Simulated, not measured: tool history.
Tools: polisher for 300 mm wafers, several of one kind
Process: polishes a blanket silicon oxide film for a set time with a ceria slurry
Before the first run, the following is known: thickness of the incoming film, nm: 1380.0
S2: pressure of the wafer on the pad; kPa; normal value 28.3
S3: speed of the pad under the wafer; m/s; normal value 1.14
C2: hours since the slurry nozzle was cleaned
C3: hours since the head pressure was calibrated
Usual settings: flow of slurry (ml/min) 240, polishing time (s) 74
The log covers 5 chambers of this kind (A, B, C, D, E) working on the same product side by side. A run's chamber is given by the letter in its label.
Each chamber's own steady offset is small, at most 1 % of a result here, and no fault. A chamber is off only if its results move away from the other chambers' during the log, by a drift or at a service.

{"run": "1B", "hour": 6.9, "flow of slurry (ml/min)": 240, "S2": 28.3, "S3": 1.14, "polishing time (s)": 74, "wafers polished on this pad": 859, "C2": 581.9, "C3": 800.3, "film removed (Å)": 4541.8}
{"hour": 7.8, "done": "chamber B: worn pad replaced by a new one"}
{"run": "2C", "hour": 10.9, "flow of slurry (ml/min)": 240, "S2": 28.3, "S3": 1.14, "polishing time (s)": 74, "wafers polished on this pad": 668, "C2": 18.6, "C3": 267.4, "film removed (Å)": 4475.8}
{"run": "3D", "hour": 15.5, "flow of slurry (ml/min)": 240, "S2": 28.3, "S3": 1.14, "polishing time (s)": 74, "wafers polished on this pad": 423, "C2": 61.9, "C3": 304.3, "film removed (Å)": 4461.8}
{"run": "4A", "hour": 21.1, "flow of slurry (ml/min)": 240, "S2": 28.3, "S3": 1.14, "polishing time (s)": 74, "wafers polished on this pad": 352, "C2": 131.4, "C3": 120.2, "film removed (Å)": 4448.3}
{"run": "5E", "hour": 25.8, "flow of slurry (ml/min)": 240, "S2": 28.3, "S3": 1.48, "polishing time (s)": 65, "wafers polished on this pad": 427, "C2": 144.5, "C3": 293.2, "film removed (Å)": 5001.5}
{"hour": 27.5, "done": "chamber B: slurry nozzle cleaned"}
{"run": "6D", "hour": 28.9, "flow of slurry (ml/min)": 240, "S2": 28.3, "S3": 1.48, "polishing time (s)": 65, "wafers polished on this pad": 598, "C2": 75.3, "C3": 317.7, "film removed (Å)": 5190.0}
{"run": "7C", "hour": 35.5, "flow of slurry (ml/min)": 240, "S2": 28.3, "S3": 1.48, "polishing time (s)": 65, "wafers polished on this pad": 991, "C2": 43.2, "C3": 292.0, "film removed (Å)": 5077.5}
{"run": "8E", "hour": 40.2, "flow of slurry (ml/min)": 240, "S2": 28.3, "S3": 1.48, "polishing time (s)": 65, "wafers polished on this pad": 615, "C2": 158.9, "C3": 307.6, "film removed (Å)": 5064.3}
{"hour": 42.2, "done": "chamber C: worn pad replaced by a new one"}
{"run": "9B", "hour": 45.7, "flow of slurry (ml/min)": 240, "S2": 28.3, "S3": 1.48, "polishing time (s)": 65, "wafers polished on this pad": 496, "C2": 18.3, "C3": 839.1, "film removed (Å)": 5135.4}
{"run": "10A", "hour": 52.1, "flow of slurry (ml/min)": 240, "S2": 28.3, "S3": 1.14, "polishing time (s)": 74, "wafers polished on this pad": 759, "C2": 162.4, "C3": 151.2, "film removed (Å)": 4570.1}
{"run": "11B", "hour": 57.0, "flow of slurry (ml/min)": 240, "S2": 28.3, "S3": 1.14, "polishing time (s)": 74, "wafers polished on this pad": 645, "C2": 29.6, "C3": 850.4, "film removed (Å)": 4577.2}
{"hour": 58.9, "done": "chamber A: worn pad replaced by a new one"}
{"run": "12C", "hour": 61.9, "flow of slurry (ml/min)": 240, "S2": 28.3, "S3": 1.14, "polishing time (s)": 74, "wafers polished on this pad": 258, "C2": 69.6, "C3": 318.4, "film removed (Å)": 4531.1}
{"run": "13A", "hour": 65.1, "flow of slurry (ml/min)": 240, "S2": 28.3, "S3": 1.14, "polishing time (s)": 74, "wafers polished on this pad": 82, "C2": 175.4, "C3": 164.2, "film removed (Å)": 4385.5}
{"run": "14E", "hour": 69.7, "flow of slurry (ml/min)": 240, "S2": 28.3, "S3": 1.14, "polishing time (s)": 74, "wafers polished on this pad": 1002, "C2": 188.4, "C3": 337.1, "film removed (Å)": 4448.8}
{"hour": 69.8, "done": "chamber E: worn pad replaced by a new one"}
{"hour": 74.9, "done": "chamber B: worn pad replaced by a new one"}
{"run": "15D", "hour": 76.1, "flow of slurry (ml/min)": 240, "S2": 28.3, "S3": 1.14, "polishing time (s)": 74, "wafers polished on this pad": 1217, "C2": 122.5, "C3": 364.9, "film removed (Å)": 4511.2}
{"run": "16B", "hour": 82.9, "flow of slurry (ml/min)": 240, "S2": 28.3, "S3": 1.14, "polishing time (s)": 74, "wafers polished on this pad": 105, "C2": 55.5, "C3": 876.3, "film removed (Å)": 4527.6}
{"run": "17D", "hour": 87.4, "flow of slurry (ml/min)": 240, "S2": 28.3, "S3": 1.14, "polishing time (s)": 74, "wafers polished on this pad": 1365, "C2": 133.8, "C3": 376.2, "film removed (Å)": 4511.1}
{"run": "18A", "hour": 91.3, "flow of slurry (ml/min)": 240, "S2": 28.3, "S3": 1.14, "polishing time (s)": 74, "wafers polished on this pad": 425, "C2": 201.6, "C3": 190.4, "film removed (Å)": 4417.0}
{"run": "19C", "hour": 97.8, "flow of slurry (ml/min)": 240, "S2": 28.3, "S3": 1.14, "polishing time (s)": 74, "wafers polished on this pad": 729, "C2": 105.5, "C3": 354.3, "film removed (Å)": 4495.9}
{"run": "20E", "hour": 101.3, "flow of slurry (ml/min)": 240, "S2": 28.3, "S3": 1.14, "polishing time (s)": 74, "wafers polished on this pad": 414, "C2": 220.0, "C3": 368.7, "film removed (Å)": 4399.0}
{"hour": 103.2, "done": "chamber D: worn pad replaced by a new one"}
{"run": "21E", "hour": 106.8, "flow of slurry (ml/min)": 240, "S2": 28.3, "S3": 0.84, "polishing time (s)": 59, "wafers polished on this pad": 486, "C2": 225.5, "C3": 374.2, "film removed (Å)": 2590.2}
{"run": "22A", "hour": 112.4, "flow of slurry (ml/min)": 240, "S2": 28.3, "S3": 0.84, "polishing time (s)": 59, "wafers polished on this pad": 702, "C2": 222.7, "C3": 211.5, "film removed (Å)": 2636.2}
{"run": "23C", "hour": 119.1, "flow of slurry (ml/min)": 240, "S2": 28.3, "S3": 0.84, "polishing time (s)": 59, "wafers polished on this pad": 1008, "C2": 126.8, "C3": 375.6, "film removed (Å)": 2642.4}
{"run": "24B", "hour": 123.7, "flow of slurry (ml/min)": 240, "S2": 28.3, "S3": 0.84, "polishing time (s)": 59, "wafers polished on this pad": 640, "C2": 96.3, "C3": 917.1, "film removed (Å)": 2635.2}
{"hour": 124.5, "done": "chamber A: worn pad replaced by a new one"}
{"hour": 129.9, "done": "chamber C: worn pad replaced by a new one"}
{"run": "25D", "hour": 130.8, "flow of slurry (ml/min)": 240, "S2": 28.3, "S3": 0.84, "polishing time (s)": 59, "wafers polished on this pad": 362, "C2": 177.2, "C3": 419.6, "film removed (Å)": 2641.1}
{"run": "26D", "hour": 133.9, "flow of slurry (ml/min)": 240, "S2": 28.3, "S3": 1.14, "polishing time (s)": 74, "wafers polished on this pad": 402, "C2": 180.3, "C3": 422.7, "film removed (Å)": 4640.7}
{"run": "27A", "hour": 140.1, "flow of slurry (ml/min)": 240, "S2": 28.3, "S3": 1.14, "polishing time (s)": 74, "wafers polished on this pad": 204, "C2": 250.4, "C3": 239.2, "film removed (Å)": 4424.7}
{"hour": 145.5, "done": "chamber B: worn pad replaced by a new one"}
{"run": "28E", "hour": 145.6, "flow of slurry (ml/min)": 240, "S2": 28.3, "S3": 1.14, "polishing time (s)": 74, "wafers polished on this pad": 994, "C2": 264.3, "C3": 413.0, "film removed (Å)": 4502.5}
{"run": "29B", "hour": 151.8, "flow of slurry (ml/min)": 240, "S2": 28.3, "S3": 1.14, "polishing time (s)": 74, "wafers polished on this pad": 82, "C2": 124.4, "C3": 945.2, "film removed (Å)": 4489.0}
{"run": "30C", "hour": 155.4, "flow of slurry (ml/min)": 240, "S2": 28.3, "S3": 1.14, "polishing time (s)": 74, "wafers polished on this pad": 335, "C2": 163.1, "C3": 411.9, "film removed (Å)": 4413.9}
{"run": "31E", "hour": 162.6, "flow of slurry (ml/min)": 240, "S2": 28.3, "S3": 1.14, "polishing time (s)": 74, "wafers polished on this pad": 1217, "C2": 281.3, "C3": 430.0, "film removed (Å)": 4395.2}
{"hour": 163.2, "done": "chamber A: slurry nozzle cleaned"}
{"hour": 165.4, "done": "chamber E: worn pad replaced by a new one"}
{"run": "32D", "hour": 168.0, "flow of slurry (ml/min)": 240, "S2": 28.3, "S3": 1.14, "polishing time (s)": 74, "wafers polished on this pad": 849, "C2": 214.4, "C3": 456.8, "film removed (Å)": 4460.1}
{"run": "33A", "hour": 172.4, "flow of slurry (ml/min)": 295, "S2": 28.3, "S3": 1.14, "polishing time (s)": 64, "wafers polished on this pad": 628, "C2": 9.3, "C3": 271.5, "film removed (Å)": 3987.0}
{"run": "34C", "hour": 175.7, "flow of slurry (ml/min)": 295, "S2": 28.3, "S3": 1.14, "polishing time (s)": 64, "wafers polished on this pad": 601, "C2": 183.4, "C3": 432.2, "film removed (Å)": 3945.7}
{"run": "35B", "hour": 182.9, "flow of slurry (ml/min)": 295, "S2": 28.3, "S3": 1.14, "polishing time (s)": 64, "wafers polished on this pad": 490, "C2": 155.5, "C3": 976.3, "film removed (Å)": 4008.2}
{"hour": 184.2, "done": "chamber A: worn pad replaced by a new one"}
{"run": "36A", "hour": 188.0, "flow of slurry (ml/min)": 295, "S2": 28.3, "S3": 1.14, "polishing time (s)": 64, "wafers polished on this pad": 49, "C2": 24.9, "C3": 287.1, "film removed (Å)": 3886.2}
{"run": "37D", "hour": 193.6, "flow of slurry (ml/min)": 295, "S2": 28.3, "S3": 1.14, "polishing time (s)": 64, "wafers polished on this pad": 1185, "C2": 240.0, "C3": 482.4, "film removed (Å)": 4116.2}
{"hour": 199.0, "done": "chamber E: slurry nozzle cleaned"}
{"run": "38E", "hour": 199.3, "flow of slurry (ml/min)": 240, "S2": 28.3, "S3": 1.14, "polishing time (s)": 74, "wafers polished on this pad": 444, "C2": 0.3, "C3": 466.7, "film removed (Å)": 4442.2}
{"hour": 202.7, "done": "chamber B: worn pad replaced by a new one"}
{"run": "39B", "hour": 206.3, "flow of slurry (ml/min)": 240, "S2": 28.3, "S3": 1.14, "polishing time (s)": 74, "wafers polished on this pad": 48, "C2": 178.9, "C3": 999.7, "film removed (Å)": 4577.2}
{"run": "40C", "hour": 212.8, "flow of slurry (ml/min)": 240, "S2": 28.3, "S3": 1.14, "polishing time (s)": 74, "wafers polished on this pad": 1087, "C2": 220.5, "C3": 469.3, "film removed (Å)": 4385.7}
{"run": "41B", "hour": 218.8, "flow of slurry (ml/min)": 240, "S2": 28.3, "S3": 1.14, "polishing time (s)": 74, "wafers polished on this pad": 211, "C2": 191.4, "C3": 1012.2, "film removed (Å)": 4436.2}
{"run": "42A", "hour": 222.0, "flow of slurry (ml/min)": 240, "S2": 28.3, "S3": 1.14, "polishing time (s)": 74, "wafers polished on this pad": 495, "C2": 58.9, "C3": 321.1, "film removed (Å)": 4400.5}
{"run": "43E", "hour": 228.7, "flow of slurry (ml/min)": 195, "S2": 28.3, "S3": 1.14, "polishing time (s)": 74, "wafers polished on this pad": 829, "C2": 29.7, "C3": 496.1, "film removed (Å)": 4346.9}

The same settings go to every chamber for the next run, one line per chamber below. Forecast the results for each:
{"run": "44A", "hour": 233.9, "flow of slurry (ml/min)": 295, "S2": 28.3, "S3": 1.14, "polishing time (s)": 74, "film removed (Å)": "?"}
{"run": "44B", "hour": 233.9, "flow of slurry (ml/min)": 295, "S2": 28.3, "S3": 1.14, "polishing time (s)": 74, "film removed (Å)": "?"}
{"run": "44C", "hour": 233.9, "flow of slurry (ml/min)": 295, "S2": 28.3, "S3": 1.14, "polishing time (s)": 74, "film removed (Å)": "?"}
{"run": "44D", "hour": 233.9, "flow of slurry (ml/min)": 295, "S2": 28.3, "S3": 1.14, "polishing time (s)": 74, "film removed (Å)": "?"}
{"run": "44E", "hour": 233.9, "flow of slurry (ml/min)": 295, "S2": 28.3, "S3": 1.14, "polishing time (s)": 74, "film removed (Å)": "?"}

run=44A film_removed_(Å)=4545.0
run=44B film_removed_(Å)=4656.8
run=44C film_removed_(Å)=4511.5
run=44D film_removed_(Å)=4664.1
run=44E film_removed_(Å)=4703.1
